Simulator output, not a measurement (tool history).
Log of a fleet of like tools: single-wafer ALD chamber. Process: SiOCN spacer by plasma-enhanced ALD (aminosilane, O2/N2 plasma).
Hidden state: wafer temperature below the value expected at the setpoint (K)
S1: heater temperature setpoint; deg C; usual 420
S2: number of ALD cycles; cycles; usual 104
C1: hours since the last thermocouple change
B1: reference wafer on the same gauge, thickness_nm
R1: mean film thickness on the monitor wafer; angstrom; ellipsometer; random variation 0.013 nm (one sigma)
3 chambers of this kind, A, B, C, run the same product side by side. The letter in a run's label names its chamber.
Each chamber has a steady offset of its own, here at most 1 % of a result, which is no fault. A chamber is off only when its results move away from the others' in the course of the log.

Run 1C, hour 4: usual settings; C1 185.9; B1 4.8711. Result: R1 59.211 angstrom.
Run 2B, hour 11: usual settings; C1 1453.8; B1 4.8702. Result: R1 59.393 angstrom.
Run 3A, hour 18.3: usual settings; C1 1235.7; B1 4.8714. Result: R1 58.521 angstrom.
Run 4B, hour 21.8: usual settings; C1 1464.6; B1 4.8729. Result: R1 59.55 angstrom.
Run 5C, hour 28: usual settings; C1 209.9; B1 4.8711. Result: R1 59.068 angstrom.
Run 6A, hour 34.4: usual settings but S1 406 deg C, S2 119 cycles; C1 1251.8; B1 4.8692. Result: R1 69.858 angstrom.
Run 7C, hour 41.1: usual settings but S1 406 deg C, S2 119 cycles; C1 223; B1 4.8693. Result: R1 70.613 angstrom.
Run 8A, hour 44.6: usual settings but S1 406 deg C, S2 119 cycles; C1 1262; B1 4.868. Result: R1 69.844 angstrom.
Run 9B, hour 48.9: usual settings; C1 1491.7; B1 4.8739. Result: R1 59.276 angstrom.
Run 10C, hour 54.2: usual settings; C1 236.1; B1 4.8691. Result: R1 59.226 angstrom.
Run 11B, hour 60.2: usual settings; C1 1503; B1 4.8702. Result: R1 59.352 angstrom.
Run 12A, hour 64.1: usual settings; C1 1281.5; B1 4.8678. Result: R1 58.688 angstrom.
Run 13B, hour 70.8: usual settings; C1 1513.6; B1 4.8685. Result: R1 59.593 angstrom.
Run 14C, hour 75.9: usual settings; C1 257.8; B1 4.8748. Result: R1 59.15 angstrom.
Run 15A, hour 81.1: usual settings; C1 1298.5; B1 4.8717. Result: R1 58.496 angstrom.
Run 16B, hour 85.6: usual settings; C1 1528.4; B1 4.8713. Result: R1 59.508 angstrom.
Run 17A, hour 89.8: usual settings; C1 1307.2; B1 4.8702. Result: R1 58.648 angstrom.
Run 18C, hour 95.3: usual settings; C1 277.2; B1 4.8708. Result: R1 59.246 angstrom.
Run 19A, hour 99.3: usual settings; C1 1316.7; B1 4.8665. Result: R1 58.653 angstrom.
Run 20B, hour 105.9: usual settings; C1 1548.7; B1 4.8692. Result: R1 59.32 angstrom.
Run 21C, hour 110: usual settings; C1 291.9; B1 4.8703. Result: R1 59.154 angstrom.
Run 22C, hour 116.7: usual settings but S1 407 deg C, S2 90 cycles; C1 298.6; B1 4.8711. Result: R1 53.232 angstrom.
Run 23B, hour 122.9: usual settings but S1 407 deg C, S2 90 cycles; C1 1565.7; B1 4.8677. Result: R1 53.551 angstrom.
Run 24A, hour 130.5: usual settings but S1 407 deg C, S2 90 cycles; C1 1347.9; B1 4.8714. Result: R1 52.801 angstrom.
Run 25A, hour 137.8: usual settings; C1 1355.2; B1 4.8698. Result: R1 58.588 angstrom.
Run 26C, hour 143.6: usual settings but S2 117 cycles; C1 325.5; B1 4.8701. Result: R1 66.333 angstrom.
Run 27B, hour 148.3: usual settings but S2 117 cycles; C1 1591.1; B1 4.874. Result: R1 66.794 angstrom.
Run 28C, hour 154.5: usual settings but S2 117 cycles; C1 336.4; B1 4.8705. Result: R1 66.55 angstrom.
Run 29A, hour 158.4: usual settings; C1 1375.8; B1 4.8723. Result: R1 58.416 angstrom.
Run 30B, hour 165.3: usual settings; C1 1608.1; B1 4.8721. Result: R1 59.462 angstrom.
Run 31B, hour 170.2: usual settings; C1 1613; B1 4.8712. Result: R1 59.298 angstrom.
Run 32A, hour 175.6: usual settings; C1 1393; B1 4.8696. Result: R1 58.433 angstrom.
Run 33C, hour 182.2: usual settings; C1 364.1; B1 4.8688. Result: R1 59.146 angstrom.
Run 34B, hour 187.2: usual settings; C1 1630; B1 4.867. Result: R1 59.479 angstrom.
Run 35A, hour 194.3: usual settings; C1 1411.7; B1 4.8676. Result: R1 58.547 angstrom.
Run 36C, hour 199: usual settings; C1 380.9; B1 4.868. Result: R1 59.01 angstrom.

Next, every chamber runs the same settings. What will each give?
Run 37A, hour 204.4: usual settings but S1 416 deg C. Result: R1 ?.
Run 37B, hour 204.4: usual settings but S1 416 deg C. Result: R1 ?.
Run 37C, hour 204.4: usual settings but S1 416 deg C. Result: R1 ?.

run      R1
37A  59.505
37B   60.02
37C  59.766

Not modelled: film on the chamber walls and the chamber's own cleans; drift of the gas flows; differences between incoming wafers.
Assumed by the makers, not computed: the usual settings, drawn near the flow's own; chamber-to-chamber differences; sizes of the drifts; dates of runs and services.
